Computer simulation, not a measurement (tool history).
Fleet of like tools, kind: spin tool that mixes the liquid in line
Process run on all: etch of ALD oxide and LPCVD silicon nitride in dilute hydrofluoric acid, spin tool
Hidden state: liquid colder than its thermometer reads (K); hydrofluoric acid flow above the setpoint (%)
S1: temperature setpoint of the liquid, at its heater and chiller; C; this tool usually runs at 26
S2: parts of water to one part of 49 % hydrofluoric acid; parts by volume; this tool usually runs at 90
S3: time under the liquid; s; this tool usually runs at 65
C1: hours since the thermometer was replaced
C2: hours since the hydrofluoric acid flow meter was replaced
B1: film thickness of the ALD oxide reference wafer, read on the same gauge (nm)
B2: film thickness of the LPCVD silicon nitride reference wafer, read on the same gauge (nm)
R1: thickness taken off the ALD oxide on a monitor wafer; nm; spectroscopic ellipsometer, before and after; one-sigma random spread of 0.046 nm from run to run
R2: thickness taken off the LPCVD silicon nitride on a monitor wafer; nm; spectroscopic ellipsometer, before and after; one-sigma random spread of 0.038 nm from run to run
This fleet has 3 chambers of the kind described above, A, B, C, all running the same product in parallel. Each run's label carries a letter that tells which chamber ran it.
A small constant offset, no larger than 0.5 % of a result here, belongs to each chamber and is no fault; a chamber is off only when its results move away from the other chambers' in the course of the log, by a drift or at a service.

{"run": "1A", "day": 0.3, "S1": 26, "S2": 90, "S3": 65, "C1": 1664.4, "C2": 637.2, "B1": 59.993, "B2": 130.03, "R1": 8.765, "R2": 0.33931}
{"run": "2C", "day": 0.579, "S1": 26, "S2": 90, "S3": 65, "C1": 515.3, "C2": 1989.7, "B1": 60.031, "B2": 130.01, "R1": 8.7477, "R2": 0.37112}
{"day": 0.583, "done": "chamber C: thermometer replaced"}
{"run": "3B", "day": 0.812, "S1": 26, "S2": 90, "S3": 65, "C1": 1512.8, "C2": 2095.2, "B1": 59.944, "B2": 129.98, "R1": 8.8089, "R2": 0.33676}
{"run": "4C", "day": 1.096, "S1": 26, "S2": 90, "S3": 65, "C1": 12.3, "C2": 2002.1, "B1": 60, "B2": 130.01, "R1": 8.8785, "R2": 0.44348}
{"run": "5B", "day": 1.433, "S1": 26, "S2": 90, "S3": 65, "C1": 1527.7, "C2": 2110.1, "B1": 60.046, "B2": 130.02, "R1": 8.7893, "R2": 0.39234}
{"run": "6A", "day": 1.771, "S1": 26, "S2": 90, "S3": 65, "C1": 1699.7, "C2": 672.5, "B1": 60.034, "B2": 129.96, "R1": 8.7843, "R2": 0.40038}
{"run": "7A", "day": 2.108, "S1": 26, "S2": 90, "S3": 65, "C1": 1707.8, "C2": 680.6, "B1": 60.016, "B2": 129.98, "R1": 8.7119, "R2": 0.40634}
{"run": "8C", "day": 2.308, "S1": 26, "S2": 90, "S3": 65, "C1": 41.4, "C2": 2031.2, "B1": 60.027, "B2": 130.01, "R1": 8.7618, "R2": 0.40386}
{"run": "9B", "day": 2.567, "S1": 26, "S2": 90, "S3": 65, "C1": 1554.9, "C2": 2137.3, "B1": 59.988, "B2": 130, "R1": 8.7397, "R2": 0.43347}
{"run": "10C", "day": 2.833, "S1": 26, "S2": 90, "S3": 30, "C1": 54, "C2": 2043.8, "B1": 59.973, "B2": 129.99, "R1": 4.0157, "R2": 0.18831}
{"run": "11A", "day": 3.029, "S1": 26, "S2": 90, "S3": 30, "C1": 1729.9, "C2": 702.7, "B1": 60.048, "B2": 130.01, "R1": 4.0658, "R2": 0.17747}
{"run": "12B", "day": 3.208, "S1": 26, "S2": 90, "S3": 30, "C1": 1570.3, "C2": 2152.7, "B1": 60.026, "B2": 130, "R1": 4.0212, "R2": 0.19067}
{"run": "13B", "day": 3.562, "S1": 26, "S2": 90, "S3": 65, "C1": 1578.8, "C2": 2161.2, "B1": 59.976, "B2": 130, "R1": 8.7746, "R2": 0.33905}
{"run": "14A", "day": 3.871, "S1": 26, "S2": 90, "S3": 65, "C1": 1750.1, "C2": 722.9, "B1": 60.031, "B2": 130, "R1": 8.7275, "R2": 0.41816}
{"run": "15C", "day": 4.179, "S1": 26, "S2": 90, "S3": 65, "C1": 86.3, "C2": 2076.1, "B1": 60.014, "B2": 130.01, "R1": 8.7581, "R2": 0.36366}
{"run": "16A", "day": 4.388, "S1": 26, "S2": 90, "S3": 65, "C1": 1762.5, "C2": 735.3, "B1": 60.015, "B2": 129.99, "R1": 8.6652, "R2": 0.37729}
{"run": "17C", "day": 4.567, "S1": 26, "S2": 90, "S3": 65, "C1": 95.6, "C2": 2085.4, "B1": 60.009, "B2": 130, "R1": 8.7938, "R2": 0.47258}
{"run": "18B", "day": 4.829, "S1": 26, "S2": 90, "S3": 65, "C1": 1609.2, "C2": 2191.6, "B1": 59.962, "B2": 130.04, "R1": 8.7754, "R2": 0.38149}
{"run": "19A", "day": 5.129, "S1": 26, "S2": 90, "S3": 65, "C1": 1780.3, "C2": 753.1, "B1": 59.996, "B2": 130.03, "R1": 8.6642, "R2": 0.39049}
{"run": "20B", "day": 5.379, "S1": 26, "S2": 90, "S3": 65, "C1": 1622.4, "C2": 2204.8, "B1": 59.999, "B2": 130, "R1": 8.6833, "R2": 0.4071}
{"run": "21C", "day": 5.583, "S1": 26, "S2": 90, "S3": 65, "C1": 120, "C2": 2109.8, "B1": 60.033, "B2": 129.99, "R1": 8.6887, "R2": 0.46841}
{"run": "22B", "day": 5.75, "S1": 26, "S2": 90, "S3": 65, "C1": 1631.3, "C2": 2213.7, "B1": 59.985, "B2": 130.02, "R1": 8.7686, "R2": 0.43169}
{"run": "23A", "day": 5.933, "S1": 26, "S2": 90, "S3": 65, "C1": 1799.6, "C2": 772.4, "B1": 60.001, "B2": 130, "R1": 8.7835, "R2": 0.42379}
{"run": "24C", "day": 6.154, "S1": 26, "S2": 50, "S3": 25, "C1": 133.7, "C2": 2123.5, "B1": 59.999, "B2": 129.98, "R1": 6.4871, "R2": 0.25554}

Each of the 3 chambers runs these same settings next. Fill in every chamber's results:
{"run": "25A", "day": 6.408, "S1": 26, "S2": 90, "S3": 65, "R1": "?", "R2": "?"}
{"run": "25B", "day": 6.408, "S1": 26, "S2": 90, "S3": 65, "R1": "?", "R2": "?"}
{"run": "25C", "day": 6.408, "S1": 26, "S2": 90, "S3": 65, "R1": "?", "R2": "?"}

run=25A R1=8.7462 R2=0.43765
run=25B R1=8.8051 R2=0.34641
run=25C R1=8.7198 R2=0.42236
